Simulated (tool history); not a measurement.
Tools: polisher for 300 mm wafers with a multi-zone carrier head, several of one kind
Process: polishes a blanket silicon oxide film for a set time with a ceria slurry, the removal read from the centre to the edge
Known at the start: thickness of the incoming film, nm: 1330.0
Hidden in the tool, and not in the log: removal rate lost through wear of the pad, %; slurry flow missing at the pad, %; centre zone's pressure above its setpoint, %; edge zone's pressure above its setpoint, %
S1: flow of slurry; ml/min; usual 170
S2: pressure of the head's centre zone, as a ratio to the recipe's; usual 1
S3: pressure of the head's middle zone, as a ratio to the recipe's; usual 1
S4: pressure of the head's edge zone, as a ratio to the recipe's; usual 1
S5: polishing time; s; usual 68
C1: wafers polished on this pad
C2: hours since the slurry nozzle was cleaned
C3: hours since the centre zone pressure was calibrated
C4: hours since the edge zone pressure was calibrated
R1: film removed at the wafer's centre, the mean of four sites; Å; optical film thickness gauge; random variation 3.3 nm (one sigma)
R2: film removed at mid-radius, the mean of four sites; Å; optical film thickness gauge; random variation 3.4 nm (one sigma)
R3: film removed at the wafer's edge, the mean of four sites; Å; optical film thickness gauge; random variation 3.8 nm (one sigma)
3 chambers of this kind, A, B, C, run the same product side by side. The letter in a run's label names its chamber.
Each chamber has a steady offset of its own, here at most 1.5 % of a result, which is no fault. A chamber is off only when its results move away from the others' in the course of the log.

run   hour   S1    S2    S3    S4  S5    C1     C2      C3      C4      R1      R2      R3
 1B   12.3  170     1     1     1  68   618  530.6   967.8   392.5  2601.5  2549.4  2573.6
 2C   27.4  170     1     1     1  68  1052  210.2   196.8  1101.5  2634.3  2608.8  2545.8
      32.7  -- chamber C: worn pad replaced by a new one
 3A   34.8  170     1     1     1  68  1339    357   254.4   216.7  2582.8  2542.2  2523.7
 4A     42  170     1     1     1  68  1418  364.2   261.6   223.9  2658.6  2631.2  2648.9
      54.7  -- chamber A: worn pad replaced by a new one
 5C   57.9  170     1     1     1  68   277  240.7   227.3    1132  2634.9    2587  2594.3
 6B   65.1  170     1     1     1  68  1198  583.4  1020.6   445.3  2543.3  2559.7    2539
      65.4  -- chamber B: worn pad replaced by a new one
 7C   74.1  170  0.95     1     1  86   454  256.9   243.5  1148.2  3172.2  3274.2  3195.3
 8B   90.3  170  0.95     1     1  86   273  608.6  1045.8   470.5  3069.9  3342.8  3241.1
 9A  105.6  170  0.95     1     1  86   558  427.8   325.2   287.5  3126.6  3246.7  3288.4
10C  116.7  170     1     1     1  68   922  299.5   286.1  1190.8  2604.4  2596.3  2559.8
     127.7  -- chamber C: worn pad replaced by a new one
11A  129.6  170     1     1     1  68   822  451.8   349.2   311.5  2657.2  2621.1  2565.8
12B  136.9  170     1     1     1  68   785  655.2  1092.4   517.1  2588.2  2568.1  2608.7
13B  144.6  170     1     1     1  68   870  662.9  1100.1   524.8  2538.5  2594.7  2611.3
14C  157.8  170     1     1  1.09  68   331  340.6   327.2  1231.9  2561.4  2609.4  2742.3
15A  169.5  170     1     1  1.09  68  1260  491.7   389.1   351.4  2648.7  2619.1  2732.2
     170.2  -- chamber C: slurry nozzle cleaned
     179.1  -- chamber B: worn pad replaced by a new one
16B  180.5  170     1     1  1.09  68    15  698.8    1136   560.7  2542.1  2663.3    2639
     184.2  -- chamber A: worn pad replaced by a new one
17A  192.9  170     1     1     1  68    96  515.1   412.5   374.8  2633.3  2632.9  2628.1
18C    207  170     1     1     1  68   871   36.8   376.4  1281.1  2634.3  2621.1  2613.3
19A  218.5  200  1.04     1     1  68   377  540.7   438.1   400.4  2831.1  2656.4  2625.2
20B  228.8  200  1.04     1     1  68   545  747.1  1184.3     609  2750.3  2750.2  2630.4
       231  -- chamber C: worn pad replaced by a new one
21C  240.1  200  1.04     1     1  68   100   69.9   409.5  1314.2  2831.3  2609.3  2638.9
     247.5  -- chamber B: slurry nozzle cleaned
     250.4  -- chamber A: edge zone pressure recalibrated
22B  254.2  170     1     1     1  68   824    6.7  1209.7   634.4  2639.1  2582.8  2489.6
23C  262.6  170     1     1     1  68   347   92.4     432  1336.7    2595  2588.8  2578.3
24A  274.2  170     1     1     1  68   988  596.4   493.8    23.8    2629  2590.4  2590.3
     274.3  -- chamber B: worn pad replaced by a new one
25B  283.5  170     1     1     1  68   101     36    1239   663.7  2575.6  2610.3  2586.2
26A  292.9  170     1     1     1  68  1193  615.1   512.5    42.5  2609.7  2620.7  2627.2
     307.5  -- chamber C: edge zone pressure recalibrated
       308  -- chamber A: slurry nozzle cleaned
27C  308.3  170     1     1     1  68   849  138.1   477.7     0.8  2651.2  2551.3  2596.2
     313.7  -- chamber B: centre zone pressure recalibrated
28A    322  170     1     1     1  68  1513   14.1   541.6    71.6  2636.4  2632.8  2565.7
29B  330.5  170     1     1     1  68   617     83    16.9   710.7  2582.6  2584.3  2617.7
     334.6  -- chamber A: worn pad replaced by a new one
30C  338.4  195     1  0.92     1  68  1179  168.2   507.8    30.9  2738.7  2418.2  2665.7
     344.5  -- chamber C: worn pad replaced by a new one
31C  349.6  195     1  0.92     1  68    56  179.4     519    42.1  2647.4  2471.5  2642.4
32B  362.2  195     1  0.92     1  68   965  114.7    48.6   742.4  2650.8  2456.3  2575.3
     363.1  -- chamber B: worn pad replaced by a new one
33A  377.9  170     1     1     1  68   476     70   597.5   127.5  2640.6  2599.8  2578.8
34C  385.1  170  0.92   1.1     1  68   446  214.9   554.5    77.6  2386.6  2775.3  2588.4
35B  397.5  170  0.92   1.1     1  68   378    150    83.9   777.7  2362.3  2827.2  2538.7
36A  408.1  170  0.92   1.1     1  68   807  100.2   627.7   157.7  2422.3  2869.9  2609.4
37C  418.6  170     1     1     1  68   813  248.4     588   111.1  2588.4  2622.8  2558.3
38A  429.2  170     1     1     1  68  1039  121.3   648.8   178.8  2638.4  2612.7  2564.3
39B  438.7  170     1     1     1  68   830  191.2   125.1   818.9  2534.4    2599  2522.2
       452  -- chamber B: worn pad replaced by a new one
40A  454.2  170     1     1     1  68  1313  146.3   673.8   203.8  2618.5    2629  2600.9
     457.4  -- chamber C: worn pad replaced by a new one
     458.3  -- chamber C: slurry nozzle cleaned
     460.3  -- chamber A: worn pad replaced by a new one
41C  467.9  170     1     1     1  68   116    9.7   637.3   160.4  2629.2  2544.1  2606.9
42B  482.2  170     1     1     1  85   332  234.7   168.6   862.4  3218.1  3282.2  3232.6
43A  489.6  170     1     1     1  85   322  181.7   709.2   239.2  3292.9    3303  3258.4
44C  504.4  170     1     1     1  85   516   46.2   673.8   196.9  3301.3  3314.7  3168.5

Next, every chamber runs the same settings. What will each give?
45A  516.3  170   1   1   1  68                   ?   ?   ?
45B  516.3  170   1   1   1  68                   ?   ?   ?
45C  516.3  170   1   1   1  68                   ?   ?   ?

run      R1      R2      R3
45A  2563.4  2611.2  2611.8
45B  2562.2  2573.5  2612.4
45C  2633.1    2637  2553.5
